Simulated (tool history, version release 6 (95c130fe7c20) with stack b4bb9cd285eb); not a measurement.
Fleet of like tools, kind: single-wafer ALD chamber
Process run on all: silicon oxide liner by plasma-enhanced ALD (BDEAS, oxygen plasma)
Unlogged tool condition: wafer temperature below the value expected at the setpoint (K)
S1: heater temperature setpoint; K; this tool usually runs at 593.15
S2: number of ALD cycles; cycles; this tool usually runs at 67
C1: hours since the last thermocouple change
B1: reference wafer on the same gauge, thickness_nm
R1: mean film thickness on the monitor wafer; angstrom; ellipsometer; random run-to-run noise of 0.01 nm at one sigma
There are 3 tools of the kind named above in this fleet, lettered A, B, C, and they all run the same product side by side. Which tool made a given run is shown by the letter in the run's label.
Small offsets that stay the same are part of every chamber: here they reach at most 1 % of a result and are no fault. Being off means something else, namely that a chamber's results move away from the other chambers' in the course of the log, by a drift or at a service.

run,day,S1,S2,C1,B1,R1
1A,0.242,593.15,67,1759.1,5.4086,60.014
2C,0.433,593.15,67,40.4,5.4144,60.450
3B,0.592,593.15,67,1133.3,5.4136,60.641
4B,0.762,593.15,67,1137.4,5.4149,60.367
5A,0.883,593.15,67,1774.5,5.4174,59.992
6C,1.017,593.15,67,54.4,5.4131,60.425
7C,1.138,593.15,67,57.3,5.4150,60.487
8A,1.396,593.15,67,1786.8,5.4159,60.138
9B,1.567,593.15,67,1156.7,5.4166,60.407
10C,1.733,593.15,74,71.6,5.4148,66.879
11A,1.942,593.15,74,1799.9,5.4213,66.338
12B,2.192,593.15,74,1171.7,5.4207,66.829
13C,2.354,593.15,67,86.5,5.4207,60.744
14B,2.538,593.15,67,1180.0,5.4230,60.655
15A,2.796,593.15,67,1820.4,5.4244,60.230
16B,3.017,593.15,67,1191.5,5.4260,60.574
17A,3.217,593.15,67,1830.5,5.4273,60.205
18C,3.433,593.15,67,112.4,5.4262,60.676
19C,3.583,593.15,67,116.0,5.4274,60.736
20A,3.708,593.15,67,1842.3,5.4254,60.161
21B,3.912,593.15,67,1213.0,5.4297,60.676
22A,4.138,581.15,61,1852.6,5.4306,55.815
23C,4.325,581.15,61,133.8,5.4306,56.423
24B,4.517,581.15,61,1227.5,5.4325,56.070
25A,4.788,593.15,67,1868.2,5.4322,60.244
26B,5.046,593.15,67,1240.2,5.4356,60.568
27C,5.188,593.15,67,154.5,5.4373,60.665
28C,5.392,593.15,67,159.4,5.4347,60.723
29B,5.600,593.15,67,1253.5,5.4366,60.570
30A,5.729,599.15,61,1890.8,5.4375,54.489
31B,5.850,599.15,61,1259.5,5.4407,54.760
32C,6.112,599.15,61,176.7,5.4403,54.903
33A,6.229,606.15,67,1902.8,5.4427,59.170
34B,6.408,606.15,67,1272.9,5.4401,59.633
35C,6.608,606.15,67,188.6,5.4407,60.024
36A,6.792,599.15,78,1916.3,5.4425,69.520
37B,6.929,599.15,78,1285.4,5.4423,70.311
38A,7.175,599.15,78,1925.5,5.4476,69.722
39C,7.396,593.15,67,207.5,5.4474,60.757
40A,7.525,593.15,67,1933.9,5.4464,60.357

Decide between three cases: one chamber stands off from its peers, the gauge reading all wafers drifts, or nothing is wrong past each chamber's small offset. Where a chamber is off, say which and what most likely put it there.

None of the chambers is off. What moves is the gauge, dragging all their readings along together.
Most likely cause: gauge reads high (%) = 0.701.
